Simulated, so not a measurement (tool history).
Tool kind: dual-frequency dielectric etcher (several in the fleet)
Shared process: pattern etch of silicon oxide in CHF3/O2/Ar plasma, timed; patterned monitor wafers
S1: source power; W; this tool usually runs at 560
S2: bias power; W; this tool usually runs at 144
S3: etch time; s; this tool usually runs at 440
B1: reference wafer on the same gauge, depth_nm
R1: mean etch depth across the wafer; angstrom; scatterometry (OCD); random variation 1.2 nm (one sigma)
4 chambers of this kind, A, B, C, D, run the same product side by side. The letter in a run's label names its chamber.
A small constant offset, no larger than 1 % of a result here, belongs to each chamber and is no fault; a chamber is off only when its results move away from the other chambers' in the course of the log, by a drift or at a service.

run 1D day=0.408 | S1=560 S2=144 S3=440 | B1=830.97 | R1=7803.3
run 2B day=0.75 | S1=560 S2=144 S3=440 | B1=830.69 | R1=7876.7
run 3A day=1.138 | S1=560 S2=144 S3=440 | B1=830.76 | R1=7853
run 4C day=1.488 | S1=560 S2=144 S3=440 | B1=830.05 | R1=7848
-- day=1.667 chamber B: wet clean of the chamber
run 5B day=1.925 | S1=560 S2=144 S3=440 | B1=829.69 | R1=7844
run 6D day=2.262 | S1=620 S2=144 S3=440 | B1=829.3 | R1=8103.9
-- day=2.388 chamber B: source power generator calibrated
run 7A day=2.633 | S1=620 S2=144 S3=440 | B1=828.84 | R1=8175.6
run 8C day=2.975 | S1=620 S2=144 S3=440 | B1=828.9 | R1=8156.7
run 9C day=3.425 | S1=620 S2=144 S3=440 | B1=828.66 | R1=8160.8
run 10D day=3.7 | S1=560 S2=144 S3=440 | B1=828.81 | R1=7767
run 11B day=3.983 | S1=560 S2=144 S3=440 | B1=828.51 | R1=7875.7
run 12A day=4.208 | S1=560 S2=170 S3=511.5 | B1=828.61 | R1=9608.4
run 13B day=4.525 | S1=560 S2=170 S3=511.5 | B1=828.18 | R1=9656.2
run 14C day=4.838 | S1=560 S2=170 S3=511.5 | B1=828.19 | R1=9596.2
run 15D day=5.275 | S1=560 S2=170 S3=511.5 | B1=827.75 | R1=9521.7
run 16A day=5.662 | S1=560 S2=144 S3=440 | B1=827.26 | R1=7811.5
run 17D day=5.879 | S1=560 S2=144 S3=440 | B1=827.32 | R1=7764.8
-- day=6.183 chamber D: wet clean of the chamber
run 18C day=6.283 | S1=560 S2=144 S3=440 | B1=826.99 | R1=7798.3
run 19A day=6.479 | S1=560 S2=144 S3=440 | B1=826.57 | R1=7801.6
run 20B day=6.904 | S1=560 S2=144 S3=440 | B1=826.13 | R1=7838.9
run 21C day=7.217 | S1=560 S2=144 S3=440 | B1=826.44 | R1=7812.6
run 22A day=7.421 | S1=560 S2=144 S3=440 | B1=826.39 | R1=7806.7
run 23D day=7.825 | S1=560 S2=144 S3=440 | B1=825.95 | R1=7754.5
run 24B day=8.108 | S1=560 S2=112 S3=537.5 | B1=825.93 | R1=8850.6

All 4 chambers run these settings next. Forecast each chamber's results:
run 25A day=8.433 | S1=480 S2=144 S3=440 | R1=?
run 25B day=8.433 | S1=480 S2=144 S3=440 | R1=?
run 25C day=8.433 | S1=480 S2=144 S3=440 | R1=?
run 25D day=8.433 | S1=480 S2=144 S3=440 | R1=?

run=25A R1=7359.2
run=25B R1=7380.9
run=25C R1=7365.7
run=25D R1=7301.6
